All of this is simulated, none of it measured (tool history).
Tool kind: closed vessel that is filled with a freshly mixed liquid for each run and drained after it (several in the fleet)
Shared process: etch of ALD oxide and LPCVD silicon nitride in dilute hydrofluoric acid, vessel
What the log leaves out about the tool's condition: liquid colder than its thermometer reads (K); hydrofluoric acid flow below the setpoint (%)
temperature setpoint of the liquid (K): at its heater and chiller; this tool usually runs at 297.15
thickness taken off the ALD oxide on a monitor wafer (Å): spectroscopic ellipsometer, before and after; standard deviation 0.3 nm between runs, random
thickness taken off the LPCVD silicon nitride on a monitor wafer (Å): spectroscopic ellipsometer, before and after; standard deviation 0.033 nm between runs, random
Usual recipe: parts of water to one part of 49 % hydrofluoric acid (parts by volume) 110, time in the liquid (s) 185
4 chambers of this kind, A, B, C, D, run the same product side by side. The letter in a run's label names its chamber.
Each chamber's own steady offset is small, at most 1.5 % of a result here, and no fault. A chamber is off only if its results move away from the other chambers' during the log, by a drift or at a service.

run	day	temperature setpoint of the liquid (K)	parts of water to one part of 49 % hydrofluoric acid (parts by volume)	time in the liquid (s)	hours since the thermometer was replaced	hours since the hydrofluoric acid flow meter was replaced	read-back film thickness of the ALD oxide reference wafer, read on the same gauge (nm)	read-back film thickness of the LPCVD silicon nitride reference wafer, read on the same gauge (nm)	thickness taken off the ALD oxide on a monitor wafer (Å)	thickness taken off the LPCVD silicon nitride on a monitor wafer (Å)
1B	0.483	297.15	110	185	26.6	434.6	119.96	129.98	353.29	7.7769
2D	0.838	297.15	110	185	893.2	418.4	119.97	129.99	357.68	8.3204
3C	1.275	297.15	110	185	160.3	705.5	119.97	129.99	357.2	7.4246
# day 1.383: chamber B: hydrofluoric acid flow meter replaced
4A	1.575	297.15	110	185	580.3	932.5	120.04	130	357.84	7.7972
5D	1.858	297.15	110	185	917.7	442.9	119.95	130.03	354.83	7.8934
6B	2.142	297.15	110	185	66.4	18.2	120	130	353.52	7.7051
7A	2.488	297.15	110	185	602.2	954.4	120	129.98	355.14	7.4915
8C	2.846	297.15	90	185	198	743.2	119.99	130.01	447.76	9.8248
9D	3.179	297.15	90	185	949.4	474.6	120.04	129.96	443.38	8.8811
10A	3.508	297.15	90	185	626.7	978.9	120	129.98	449.21	10.461
11C	3.85	297.15	90	185	222.1	767.3	119.98	130.01	443.14	9.392
12B	4.171	297.15	110	185	115.1	66.9	119.97	130.01	353.31	7.8762
13B	4.417	297.15	110	185	121	72.8	119.98	129.98	345.59	8.0381
14A	4.929	297.15	110	185	660.8	1013	120	130.01	355.21	8.0764
15D	5.229	297.15	110	185	998.6	523.8	120.04	130.05	346.6	7.9646
16C	5.571	297.15	110	185	263.4	808.6	120	130.01	354.69	7.7304
17A	5.846	299.65	110	185	682.8	1035	120.02	130.03	387.25	9.6537
18D	6.321	299.65	110	185	1024.8	550	119.99	129.99	386.31	9.1398
19B	6.729	299.65	110	185	176.5	128.3	120.02	130.02	387.05	9.7063
20C	7.217	299.65	110	185	302.9	848.1	119.97	130.03	385.99	8.9845
21D	7.508	297.15	110	185	1053.3	578.5	119.99	130.02	344.58	7.2488
22B	7.929	297.15	110	185	205.3	157.1	119.96	129.99	351.18	7.593
23A	8.396	297.15	110	185	744	1096.2	119.98	130.01	356.96	8.228
24C	8.858	297.15	110	185	342.3	887.5	120.04	129.98	357.44	8.1165
25A	9.275	297.15	110	185	765.1	1117.3	120	130.03	351.79	7.4419
26B	9.654	301.65	110	260	246.7	198.5	119.98	130.02	590.97	14.877
27C	10.1	301.65	110	260	372.1	917.3	119.95	130	593.68	15.6
28D	10.338	301.65	110	260	1121.2	646.4	120	130.03	559.47	13.693
29C	10.708	301.65	110	260	386.7	931.9	119.98	129.99	588.83	14.862
30D	11.175	294.65	110	115	1141.3	666.5	120.02	129.98	189.4	3.7985
31A	11.604	294.65	110	115	821	1173.2	120	130	201.48	3.8611
32B	12.1	294.65	110	115	305.4	257.2	120	130.03	198.49	3.9588
33A	12.525	294.65	110	115	843.1	1195.3	120.02	129.99	200.39	4.3608
34B	12.779	297.15	110	185	321.7	273.5	119.99	129.98	352.32	7.9836
35C	13.162	297.15	110	185	445.6	990.8	120.02	130	350.75	7.8196
36D	13.662	297.15	110	115	1201	726.2	120.02	129.99	206.52	4.6859
37B	14.058	297.15	110	115	352.4	304.2	119.99	130.02	221.06	4.9717
38D	14.317	297.15	110	115	1216.7	741.9	120.04	130	201.16	4.5089
39C	14.758	297.15	110	115	483.9	1029.1	120	129.99	219.93	4.9777
40A	15.029	297.15	110	185	903.2	1255.4	120.01	130.02	355.48	8.4229
41D	15.512	297.15	110	185	1245.4	770.6	120.02	130.02	320.25	7.4143

Each of the 4 chambers runs these same settings next. Fill in every chamber's results:
42A	15.888	297.15	135	185					?	?
42B	15.888	297.15	135	185					?	?
42C	15.888	297.15	135	185					?	?
42D	15.888	297.15	135	185					?	?

run	thickness taken off the ALD oxide on a monitor wafer (Å)	thickness taken off the LPCVD silicon nitride on a monitor wafer (Å)
42A	274.55	6.262
42B	275.26	6.1974
42C	283.52	6.4411
42D	254.9	6.2003
